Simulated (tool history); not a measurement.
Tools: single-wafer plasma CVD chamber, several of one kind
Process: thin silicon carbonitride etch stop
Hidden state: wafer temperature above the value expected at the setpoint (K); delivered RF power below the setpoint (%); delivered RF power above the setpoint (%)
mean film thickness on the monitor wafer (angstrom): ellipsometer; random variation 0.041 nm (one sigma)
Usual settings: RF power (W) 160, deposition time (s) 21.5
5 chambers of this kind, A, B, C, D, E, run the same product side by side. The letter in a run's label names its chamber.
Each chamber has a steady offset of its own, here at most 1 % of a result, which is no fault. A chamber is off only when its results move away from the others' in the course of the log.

run   hour  RF power (W)  deposition time (s)  hours since the last thermocouple change  hours since the last RF generator calibration  read-back reference wafer on the same gauge, thickness_nm  mean film thickness on the monitor wafer (angstrom)
 1C    4.6           160                 21.5                                    1729.3                                         1052.3                                                     10.505                                               114.35
 2E   12.9           160                 21.5                                       580                                         1779.3                                                     10.495                                               114.29
 3D   22.3           160                 21.5                                    2605.7                                          343.7                                                     10.504                                               113.33
 4A   31.5           160                 21.5                                     313.7                                         1047.9                                                     10.493                                               114.21
 5B   40.2           160                 21.5                                    1676.3                                          621.6                                                     10.496                                                114.3
 6E   46.5           160                 21.5                                     613.6                                         1812.9                                                     10.509                                                114.5
 7B   53.3           160                 21.5                                    1689.4                                          634.7                                                     10.497                                               114.18
 8C   60.7           160                 21.5                                    1785.4                                         1108.4                                                     10.502                                               113.91
 9D   68.8           160                 21.5                                    2652.2                                          390.2                                                     10.496                                               113.39
10A   74.9           160                 21.5                                     357.1                                         1091.3                                                     10.498                                                113.5
11B     82           160                 21.5                                    1718.1                                          663.4                                                      10.49                                               113.57
12D   86.4           160                 21.5                                    2669.8                                          407.8                                                     10.504                                               113.13
13C   93.4           160                 21.5                                    1818.1                                         1141.1                                                     10.502                                               114.03
14E  101.1           160                 21.5                                     668.2                                         1867.5                                                     10.489                                               113.44
15A  106.5           160                 21.5                                     388.7                                         1122.9                                                     10.499                                               113.66
16A  112.8           160                 21.5                                       395                                         1129.2                                                     10.491                                               113.19
17D    118           160                 21.5                                    2701.4                                          439.4                                                     10.494                                               114.12
18C  123.9           160                 21.5                                    1848.6                                         1171.6                                                     10.503                                               114.85
19E  130.9           130                 21.5                                       698                                         1897.3                                                     10.505                                               107.15
20B  139.2           130                 21.5                                    1775.3                                          720.6                                                     10.506                                               107.63
21D    146           130                 21.5                                    2729.4                                          467.4                                                     10.503                                               106.98
22B  151.9           130                 21.5                                      1788                                          733.3                                                     10.496                                               107.72
23C  156.7           130                 21.5                                    1881.4                                         1204.4                                                     10.491                                               107.73
24E    165           160                 21.5                                     732.1                                         1931.4                                                     10.491                                               115.01
25A  170.6           160                 21.5                                     452.8                                           1187                                                     10.497                                               113.91
26E  176.3           160                 21.5                                     743.4                                         1942.7                                                     10.504                                               114.55
27C  185.7           160                 24.9                                    1910.4                                         1233.4                                                     10.507                                               132.26
28B  189.9           160                 24.9                                      1826                                          771.3                                                       10.5                                                132.3
29D  194.1           160                 24.9                                    2777.5                                          515.5                                                     10.486                                               130.52
30A  198.5           160                 24.9                                     480.7                                         1214.9                                                     10.503                                               131.45
31A    203           160                 24.9                                     485.2                                         1219.4                                                     10.498                                               132.07
32D  208.3           160                 21.5                                    2791.7                                          529.7                                                     10.501                                               113.49
33E  215.5           160                 21.5                                     782.6                                         1981.9                                                     10.493                                               115.22
34C    223           160                 21.5                                    1947.7                                         1270.7                                                       10.5                                               114.33
35B  230.6           160                 21.5                                    1866.7                                            812                                                     10.501                                               114.48
36B  240.1           160                 21.5                                    1876.2                                          821.5                                                     10.499                                               114.35
37A  245.1           185                 17.9                                     527.3                                         1261.5                                                     10.511                                               98.631
38C  254.3           185                 17.9                                      1979                                           1302                                                     10.507                                               100.44
     258.2  -- chamber C: thermocouple changed; heater temperature recalibrated
39E  259.5           185                 17.9                                     826.6                                         2025.9                                                     10.497                                               99.309
40D  264.2           185                 17.9                                    2847.6                                          585.6                                                     10.493                                               99.422
41C  270.6           185                 17.9                                      12.4                                         1318.3                                                       10.5                                               100.11
42D  277.6           145                 21.5                                      2861                                            599                                                     10.503                                               110.15
43E  286.3           145                 21.5                                     853.4                                         2052.7                                                     10.498                                               110.91

All 5 chambers run these settings next. Forecast each chamber's results:
44A  293.2           160                 21.5                                                                                                                                                                                                        ?
44B  293.2           160                 21.5                                                                                                                                                                                                        ?
44C  293.2           160                 21.5                                                                                                                                                                                                        ?
44D  293.2           160                 21.5                                                                                                                                                                                                        ?
44E  293.2           160                 21.5                                                                                                                                                                                                        ?

run  mean film thickness on the monitor wafer (angstrom)
44A                                               113.54
44B                                               113.86
44C                                               114.76
44D                                               114.22
44E                                                115.4
